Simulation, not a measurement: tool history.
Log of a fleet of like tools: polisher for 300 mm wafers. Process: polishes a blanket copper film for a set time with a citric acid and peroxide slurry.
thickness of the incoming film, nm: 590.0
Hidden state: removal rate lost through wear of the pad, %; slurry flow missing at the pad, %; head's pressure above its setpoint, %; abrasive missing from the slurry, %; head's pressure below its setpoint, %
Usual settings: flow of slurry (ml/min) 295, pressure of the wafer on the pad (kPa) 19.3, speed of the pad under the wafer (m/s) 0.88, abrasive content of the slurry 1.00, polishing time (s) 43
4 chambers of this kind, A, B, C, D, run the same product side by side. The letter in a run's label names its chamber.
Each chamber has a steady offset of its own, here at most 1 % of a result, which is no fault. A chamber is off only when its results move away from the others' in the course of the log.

| run | hour | flow of slurry (ml/min) | pressure of the wafer on the pad (kPa) | speed of the pad under the wafer (m/s) | abrasive content of the slurry | polishing time (s) | wafers polished on this pad | hours since the slurry nozzle was cleaned | hours since the head pressure was calibrated | hours since the slurry blender was calibrated | film removed (nm) |
|---|---|---|---|---|---|---|---|---|---|---|---|
| 1B | 6.8 | 295 | 19.3 | 0.88 | 1.00 | 43 | 846 | 42.1 | 234.1 | 147.4 | 73.011 |
| 2D | 17.3 | 295 | 19.3 | 0.88 | 1.00 | 43 | 308 | 282.5 | 651.3 | 21.6 | 72.393 |
|  | 25.6 | chamber C: worn pad replaced by a new one |
| 3C | 28.7 | 295 | 19.3 | 0.88 | 1.00 | 43 | 46 | 267.5 | 579.3 | 52.5 | 72.273 |
|  | 34.3 | chamber B: worn pad replaced by a new one |
|  | 37.4 | chamber A: worn pad replaced by a new one |
| 4A | 41.5 | 295 | 19.3 | 0.88 | 1.00 | 43 | 60 | 47.6 | 618.0 | 178.5 | 72.489 |
| 5A | 50.2 | 295 | 15.9 | 0.72 | 1.00 | 43 | 186 | 56.3 | 626.7 | 187.2 | 49.408 |
| 6C | 60.1 | 295 | 15.9 | 0.72 | 1.00 | 43 | 502 | 298.9 | 610.7 | 83.9 | 50.064 |
| 7D | 68.1 | 295 | 15.9 | 0.72 | 1.00 | 43 | 1046 | 333.3 | 702.1 | 72.4 | 50.001 |
| 8B | 75.6 | 295 | 15.9 | 0.72 | 1.00 | 43 | 599 | 110.9 | 302.9 | 216.2 | 49.896 |
| 9C | 82.6 | 295 | 19.3 | 0.88 | 1.00 | 43 | 829 | 321.4 | 633.2 | 106.4 | 72.715 |
|  | 83.4 | chamber D: worn pad replaced by a new one |
| 10D | 95.9 | 295 | 19.3 | 0.88 | 1.00 | 43 | 181 | 361.1 | 729.9 | 100.2 | 73.511 |
| 11A | 105.8 | 295 | 19.3 | 0.88 | 1.00 | 43 | 994 | 111.9 | 682.3 | 242.8 | 71.814 |
| 12B | 114.8 | 295 | 24.8 | 0.88 | 1.00 | 43 | 1169 | 150.1 | 342.1 | 255.4 | 94.004 |
|  | 117.1 | chamber B: worn pad replaced by a new one |
|  | 123.6 | chamber C: worn pad replaced by a new one |
|  | 124.1 | chamber D: slurry nozzle cleaned |
| 13B | 127.2 | 295 | 24.8 | 0.88 | 1.00 | 43 | 146 | 162.5 | 354.5 | 267.8 | 94.409 |
| 14A | 135.0 | 295 | 24.8 | 0.88 | 1.00 | 43 | 1418 | 141.1 | 711.5 | 272.0 | 93.772 |
|  | 136.9 | chamber A: worn pad replaced by a new one |
| 15D | 142.4 | 295 | 24.8 | 0.88 | 1.00 | 43 | 857 | 18.3 | 776.4 | 146.7 | 91.587 |
| 16C | 157.2 | 295 | 19.3 | 0.88 | 1.00 | 43 | 488 | 396.0 | 707.8 | 181.0 | 71.916 |
|  | 164.7 | chamber B: slurry blender recalibrated |
| 17B | 167.2 | 295 | 19.3 | 0.88 | 1.00 | 43 | 727 | 202.5 | 394.5 | 2.6 | 73.348 |
| 18A | 182.2 | 295 | 19.3 | 0.88 | 1.10 | 32 | 657 | 188.3 | 758.7 | 319.2 | 54.968 |
|  | 185.8 | chamber D: worn pad replaced by a new one |
| 19C | 190.3 | 295 | 19.3 | 0.88 | 1.10 | 32 | 969 | 429.1 | 740.9 | 214.1 | 55.249 |
|  | 200.0 | chamber C: head pressure recalibrated |
|  | 202.0 | chamber C: worn pad replaced by a new one |
| 20D | 202.2 | 295 | 19.3 | 0.88 | 1.10 | 32 | 239 | 78.1 | 836.2 | 206.5 | 55.310 |
| 21C | 214.1 | 295 | 19.3 | 0.88 | 1.10 | 32 | 176 | 452.9 | 14.1 | 237.9 | 52.114 |
|  | 216.7 | chamber B: worn pad replaced by a new one |
|  | 228.1 | chamber A: worn pad replaced by a new one |
| 22D | 228.5 | 295 | 19.3 | 0.88 | 1.00 | 43 | 621 | 104.4 | 862.5 | 232.8 | 73.011 |
|  | 234.1 | chamber A: slurry nozzle cleaned |
|  | 235.4 | chamber A: head pressure recalibrated |
| 23B | 243.4 | 295 | 19.3 | 0.88 | 1.00 | 43 | 387 | 278.7 | 470.7 | 78.8 | 72.797 |
| 24A | 252.8 | 295 | 19.3 | 0.88 | 1.00 | 43 | 358 | 18.8 | 17.4 | 389.8 | 72.866 |
| 25D | 262.4 | 295 | 19.3 | 0.88 | 1.00 | 43 | 1113 | 138.3 | 896.4 | 266.7 | 72.985 |
|  | 272.8 | chamber D: worn pad replaced by a new one |
| 26B | 276.8 | 295 | 19.3 | 0.88 | 1.00 | 43 | 872 | 312.1 | 504.1 | 112.2 | 72.342 |
|  | 277.8 | chamber A: slurry blender recalibrated |
|  | 280.8 | chamber C: worn pad replaced by a new one |
| 27A | 288.1 | 295 | 19.3 | 0.88 | 1.00 | 43 | 871 | 54.1 | 52.7 | 10.4 | 72.839 |
|  | 296.5 | chamber D: head pressure recalibrated |
| 28C | 301.5 | 295 | 19.3 | 1.00 | 1.10 | 43 | 301 | 540.3 | 101.5 | 325.3 | 79.958 |
|  | 308.0 | chamber B: slurry nozzle cleaned |
| 29C | 316.4 | 295 | 19.3 | 1.00 | 1.10 | 43 | 517 | 555.2 | 116.4 | 340.2 | 80.093 |
|  | 317.6 | chamber A: worn pad replaced by a new one |
|  | 323.5 | chamber C: slurry blender recalibrated |
|  | 323.7 | chamber B: worn pad replaced by a new one |
| 30A | 324.9 | 295 | 19.3 | 1.00 | 1.10 | 43 | 106 | 90.9 | 89.5 | 47.2 | 84.849 |
| 31D | 340.1 | 295 | 19.3 | 1.00 | 1.10 | 43 | 978 | 216.0 | 43.6 | 344.4 | 83.460 |
| 32B | 350.2 | 295 | 19.3 | 0.88 | 1.00 | 43 | 385 | 42.3 | 577.5 | 185.6 | 72.548 |
| 33C | 360.8 | 295 | 19.3 | 0.88 | 1.00 | 43 | 1162 | 599.6 | 160.8 | 37.3 | 68.939 |
|  | 369.2 | chamber C: worn pad replaced by a new one |
|  | 371.3 | chamber D: worn pad replaced by a new one |
| 34B | 373.1 | 295 | 19.3 | 0.88 | 1.00 | 43 | 718 | 65.2 | 600.4 | 208.5 | 72.854 |
| 35A | 381.8 | 295 | 19.3 | 0.88 | 1.25 | 56 | 932 | 147.8 | 146.4 | 104.1 | 99.761 |
|  | 395.4 | chamber A: worn pad replaced by a new one |
| 36D | 396.8 | 295 | 19.3 | 0.88 | 1.25 | 56 | 370 | 272.7 | 100.3 | 401.1 | 100.790 |
|  | 408.8 | chamber B: worn pad replaced by a new one |
| 37A | 409.0 | 295 | 19.3 | 0.88 | 1.25 | 56 | 198 | 175.0 | 173.6 | 131.3 | 99.391 |
| 38C | 416.1 | 295 | 19.3 | 0.88 | 1.25 | 56 | 682 | 654.9 | 216.1 | 92.6 | 92.431 |
| 39B | 424.6 | 295 | 19.3 | 0.88 | 1.00 | 43 | 229 | 116.7 | 651.9 | 260.0 | 72.758 |
| 40D | 435.7 | 295 | 19.3 | 0.88 | 1.00 | 43 | 935 | 311.6 | 139.2 | 440.0 | 72.574 |

Is one chamber off against the others, does the gauge drift, or is nothing wrong? If a chamber is off, say which, and what the likeliest cause is.

A service left chamber C off against the others.
Cause: head's pressure below its setpoint, % = 5.16.

Here are 4 candidates for chamber C's next run, each the usual settings with a change, their results left as question marks. Which one brings its results back in line with what the others give on the usual settings?
In line means no further than this from the other chambers' mean on the usual settings: film removed (nm) 1.900
| 41C-1 | 446.8 | 295 | 19.3 | 0.88 | 1.00 | 46 |  |  |  |  | ? |
| 41C-2 | 446.8 | 295 | 19.3 | 0.88 | 1.00 | 49 |  |  |  |  | ? |
| 41C-3 | 446.8 | 295 | 19.3 | 0.82 | 1.00 | 43 |  |  |  |  | ? |
| 41C-4 | 446.8 | 295 | 19.3 | 0.84 | 1.00 | 40 |  |  |  |  | ? |

The other chambers' mean on the usual settings: film removed (nm) 72.772
| run | film removed (nm) |
|---|---|
| 41C-1 | 73.518 |
| 41C-2 | 78.313 |
| 41C-3 | 64.250 |
| 41C-4 | 61.154 |
41C-1 brings the chamber back in line.

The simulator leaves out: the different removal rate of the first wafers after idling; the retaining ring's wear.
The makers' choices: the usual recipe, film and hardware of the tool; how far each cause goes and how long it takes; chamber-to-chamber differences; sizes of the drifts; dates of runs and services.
